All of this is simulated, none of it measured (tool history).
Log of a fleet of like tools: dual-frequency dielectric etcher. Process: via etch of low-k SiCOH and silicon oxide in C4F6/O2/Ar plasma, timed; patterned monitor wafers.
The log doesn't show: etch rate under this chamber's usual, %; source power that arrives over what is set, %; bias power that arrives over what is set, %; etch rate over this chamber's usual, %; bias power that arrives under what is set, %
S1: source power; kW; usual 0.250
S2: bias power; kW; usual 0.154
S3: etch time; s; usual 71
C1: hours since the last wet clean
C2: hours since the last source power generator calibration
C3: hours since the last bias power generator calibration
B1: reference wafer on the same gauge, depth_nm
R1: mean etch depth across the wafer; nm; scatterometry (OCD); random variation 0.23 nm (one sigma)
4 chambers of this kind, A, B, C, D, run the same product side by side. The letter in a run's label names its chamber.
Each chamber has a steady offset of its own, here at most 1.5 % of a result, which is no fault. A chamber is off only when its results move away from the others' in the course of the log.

run	hour	S1	S2	S3	C1	C2	C3	B1	R1
1A	9.5	0.250	0.154	71	344.2	816.3	345.7	161.03	158.50
2C	15.9	0.250	0.154	71	202.6	1063.4	522.3	161.06	158.22
3B	25.5	0.250	0.154	71	165.2	2198.4	696.5	161.04	160.00
# hour 27.6: chamber B: source power generator calibrated
4D	35.1	0.250	0.154	71	172.9	1893.7	2071.5	161.13	159.02
5C	42.5	0.250	0.154	71	229.2	1090.0	548.9	161.10	158.32
6B	49.1	0.250	0.154	71	188.8	21.5	720.1	161.17	160.04
7A	54.1	0.250	0.128	71	388.8	860.9	390.3	161.20	149.77
8D	63.0	0.250	0.128	71	200.8	1921.6	2099.4	161.24	149.95
9C	68.8	0.250	0.128	71	255.5	1116.3	575.2	161.22	150.03
10A	77.3	0.250	0.128	71	412.0	884.1	413.5	161.26	149.76
11B	83.0	0.250	0.154	71	222.7	55.4	754.0	161.36	160.09
12D	89.8	0.280	0.175	71	227.6	1948.4	2126.2	161.28	173.24
13B	96.8	0.280	0.175	71	236.5	69.2	767.8	161.29	174.95
14A	102.2	0.280	0.175	71	436.9	909.0	438.4	161.41	172.43
15D	110.3	0.280	0.175	71	248.1	1968.9	2146.7	161.42	172.54
16C	115.7	0.250	0.154	71	302.4	1163.2	622.1	161.39	158.27
# hour 116.9: chamber A: wet clean of the chamber
17C	124.3	0.250	0.154	71	311.0	1171.8	630.7	161.46	158.85
18D	129.5	0.210	0.154	56	267.3	1988.1	2165.9	161.50	117.24
19A	135.9	0.210	0.154	56	19.0	942.7	472.1	161.57	117.41
20B	144.6	0.210	0.154	56	284.3	117.0	815.6	161.62	117.82
21C	150.7	0.210	0.154	56	337.4	1198.2	657.1	161.51	117.27
22A	160.1	0.250	0.154	71	43.2	966.9	496.3	161.63	158.97
23D	166.5	0.250	0.154	71	304.3	2025.1	2202.9	161.64	158.62
24B	176.8	0.250	0.154	71	316.5	149.2	847.8	161.70	160.83
25B	187.2	0.250	0.154	71	326.9	159.6	858.2	161.72	160.84
26D	194.5	0.250	0.154	71	332.3	2053.1	2230.9	161.77	158.84
27C	201.6	0.250	0.154	71	388.3	1249.1	708.0	161.82	159.27
# hour 206.6: chamber C: wet clean of the chamber
28A	210.1	0.250	0.154	71	93.2	1016.9	546.3	161.87	159.40
29B	215.7	0.250	0.154	71	355.4	188.1	886.7	161.84	160.63
30A	223.8	0.250	0.154	71	106.9	1030.6	560.0	161.84	159.27
31C	232.6	0.250	0.154	71	26.0	1280.1	739.0	161.88	158.61
32D	240.2	0.250	0.154	71	378.0	2098.8	2276.6	161.90	159.11
33B	246.8	0.250	0.154	71	386.5	219.2	917.8	162.01	161.00

All 4 chambers run these settings next. Forecast each chamber's results:
34A	254.7	0.250	0.154	71					?
34B	254.7	0.250	0.154	71					?
34C	254.7	0.250	0.154	71					?
34D	254.7	0.250	0.154	71					?

run	R1
34A	159.39
34B	160.51
34C	159.04
34D	159.71
